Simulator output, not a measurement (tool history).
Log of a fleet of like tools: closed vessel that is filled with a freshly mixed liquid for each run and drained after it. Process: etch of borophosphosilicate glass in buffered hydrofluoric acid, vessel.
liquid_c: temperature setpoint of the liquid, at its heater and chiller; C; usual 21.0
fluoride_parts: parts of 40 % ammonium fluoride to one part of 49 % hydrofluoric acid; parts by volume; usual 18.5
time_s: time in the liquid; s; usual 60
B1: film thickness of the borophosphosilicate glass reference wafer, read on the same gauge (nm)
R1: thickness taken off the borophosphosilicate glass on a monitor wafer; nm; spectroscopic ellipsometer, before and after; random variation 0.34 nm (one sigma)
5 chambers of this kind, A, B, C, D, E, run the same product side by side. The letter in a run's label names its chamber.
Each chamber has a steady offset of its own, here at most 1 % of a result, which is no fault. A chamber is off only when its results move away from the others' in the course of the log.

{"run": "1A", "hour": 5.0, "liquid_c": 21.0, "fluoride_parts": 18.5, "time_s": 60, "B1": 69.996, "R1": 51.852}
{"run": "2B", "hour": 8.8, "liquid_c": 21.0, "fluoride_parts": 18.5, "time_s": 60, "B1": 70.008, "R1": 52.317}
{"run": "3D", "hour": 11.9, "liquid_c": 21.0, "fluoride_parts": 18.5, "time_s": 60, "B1": 69.962, "R1": 51.394}
{"run": "4E", "hour": 17.7, "liquid_c": 21.0, "fluoride_parts": 18.5, "time_s": 60, "B1": 70.006, "R1": 51.639}
{"run": "5C", "hour": 20.7, "liquid_c": 21.0, "fluoride_parts": 18.5, "time_s": 60, "B1": 69.997, "R1": 52.11}
{"run": "6B", "hour": 25.6, "liquid_c": 25.0, "fluoride_parts": 14.0, "time_s": 60, "B1": 70.011, "R1": 85.696}
{"run": "7C", "hour": 28.6, "liquid_c": 25.0, "fluoride_parts": 14.0, "time_s": 60, "B1": 69.997, "R1": 84.236}
{"run": "8A", "hour": 32.8, "liquid_c": 25.0, "fluoride_parts": 14.0, "time_s": 60, "B1": 69.97, "R1": 84.44}
{"run": "9D", "hour": 37.7, "liquid_c": 25.0, "fluoride_parts": 14.0, "time_s": 60, "B1": 69.988, "R1": 84.247}
{"run": "10E", "hour": 43.6, "liquid_c": 25.0, "fluoride_parts": 14.0, "time_s": 60, "B1": 70.03, "R1": 83.144}
{"run": "11B", "hour": 48.8, "liquid_c": 21.0, "fluoride_parts": 18.5, "time_s": 60, "B1": 70.033, "R1": 51.555}
{"run": "12E", "hour": 54.4, "liquid_c": 21.0, "fluoride_parts": 18.5, "time_s": 60, "B1": 69.99, "R1": 51.178}
{"run": "13A", "hour": 57.1, "liquid_c": 21.0, "fluoride_parts": 18.5, "time_s": 60, "B1": 70.04, "R1": 52.416}
{"run": "14C", "hour": 61.2, "liquid_c": 21.0, "fluoride_parts": 18.5, "time_s": 30, "B1": 69.94, "R1": 25.789}
{"run": "15D", "hour": 64.2, "liquid_c": 21.0, "fluoride_parts": 18.5, "time_s": 30, "B1": 69.979, "R1": 25.78}
{"run": "16E", "hour": 68.4, "liquid_c": 21.0, "fluoride_parts": 18.5, "time_s": 30, "B1": 70.06, "R1": 25.054}
{"run": "17B", "hour": 73.6, "liquid_c": 21.0, "fluoride_parts": 18.5, "time_s": 30, "B1": 69.983, "R1": 26.086}
{"run": "18D", "hour": 78.6, "liquid_c": 21.0, "fluoride_parts": 18.5, "time_s": 30, "B1": 70.028, "R1": 25.973}
{"run": "19A", "hour": 84.7, "liquid_c": 22.5, "fluoride_parts": 18.5, "time_s": 60, "B1": 69.999, "R1": 55.801}
{"run": "20C", "hour": 88.4, "liquid_c": 22.5, "fluoride_parts": 18.5, "time_s": 60, "B1": 70.012, "R1": 55.887}
{"run": "21C", "hour": 93.8, "liquid_c": 22.5, "fluoride_parts": 18.5, "time_s": 60, "B1": 69.962, "R1": 56.425}
{"run": "22D", "hour": 99.5, "liquid_c": 22.5, "fluoride_parts": 18.5, "time_s": 60, "B1": 70.032, "R1": 55.859}
{"run": "23A", "hour": 103.3, "liquid_c": 22.5, "fluoride_parts": 18.5, "time_s": 60, "B1": 70.002, "R1": 56.251}
{"run": "24E", "hour": 107.7, "liquid_c": 23.0, "fluoride_parts": 25.5, "time_s": 60, "B1": 70.053, "R1": 42.664}
{"run": "25B", "hour": 112.7, "liquid_c": 23.0, "fluoride_parts": 25.5, "time_s": 60, "B1": 69.999, "R1": 44.482}
{"run": "26E", "hour": 118.7, "liquid_c": 23.0, "fluoride_parts": 25.5, "time_s": 60, "B1": 69.979, "R1": 43.433}
{"run": "27C", "hour": 123.2, "liquid_c": 23.0, "fluoride_parts": 25.5, "time_s": 60, "B1": 70.007, "R1": 44.932}
{"run": "28A", "hour": 126.7, "liquid_c": 23.0, "fluoride_parts": 25.5, "time_s": 60, "B1": 70.046, "R1": 44.813}
{"run": "29B", "hour": 132.4, "liquid_c": 21.0, "fluoride_parts": 18.5, "time_s": 60, "B1": 70.023, "R1": 51.451}
{"run": "30D", "hour": 138.4, "liquid_c": 21.0, "fluoride_parts": 18.5, "time_s": 60, "B1": 70.017, "R1": 51.59}
{"run": "31C", "hour": 142.8, "liquid_c": 21.0, "fluoride_parts": 18.5, "time_s": 60, "B1": 70.007, "R1": 51.824}
{"run": "32B", "hour": 146.7, "liquid_c": 21.0, "fluoride_parts": 18.5, "time_s": 60, "B1": 69.971, "R1": 51.141}
{"run": "33A", "hour": 151.9, "liquid_c": 21.0, "fluoride_parts": 18.5, "time_s": 60, "B1": 69.95, "R1": 52.022}
{"hour": 155.3, "done": "chamber E: hydrofluoric acid flow meter replaced"}
{"run": "34D", "hour": 158.2, "liquid_c": 21.0, "fluoride_parts": 18.5, "time_s": 60, "B1": 69.987, "R1": 51.259}
{"run": "35E", "hour": 163.6, "liquid_c": 21.0, "fluoride_parts": 18.5, "time_s": 60, "B1": 70.004, "R1": 47.554}
{"run": "36E", "hour": 167.2, "liquid_c": 21.0, "fluoride_parts": 18.5, "time_s": 60, "B1": 69.953, "R1": 47.971}

Is one chamber off against the others, does the gauge drift, or is nothing wrong? If a chamber is off, say which, and what the likeliest cause is.

Chamber E drifts away from the others.
Cause: liquid colder than its thermometer reads (K) = 1.35.

Here are 4 candidates for chamber E's next run, each the usual settings with a change, their results left as question marks. Which one brings its results back in line with what the others give on the usual settings?
In line means no further than this from the other chambers' mean on the usual settings: R1 1.200 nm
{"run": "37E-1", "hour": 171.7, "liquid_c": 21.0, "fluoride_parts": 18.5, "time_s": 65, "R1": "?"}
{"run": "37E-2", "hour": 171.7, "liquid_c": 23.5, "fluoride_parts": 18.5, "time_s": 60, "R1": "?"}
{"run": "37E-3", "hour": 171.7, "liquid_c": 21.0, "fluoride_parts": 19.5, "time_s": 55, "R1": "?"}
{"run": "37E-4", "hour": 171.7, "liquid_c": 19.5, "fluoride_parts": 18.5, "time_s": 60, "R1": "?"}

The other chambers' mean on the usual settings: R1 51.691 nm
run=37E-1 R1=51.956
run=37E-2 R1=55.026
run=37E-3 R1=41.729
run=37E-4 R1=44.128
37E-1 brings the chamber back in line.
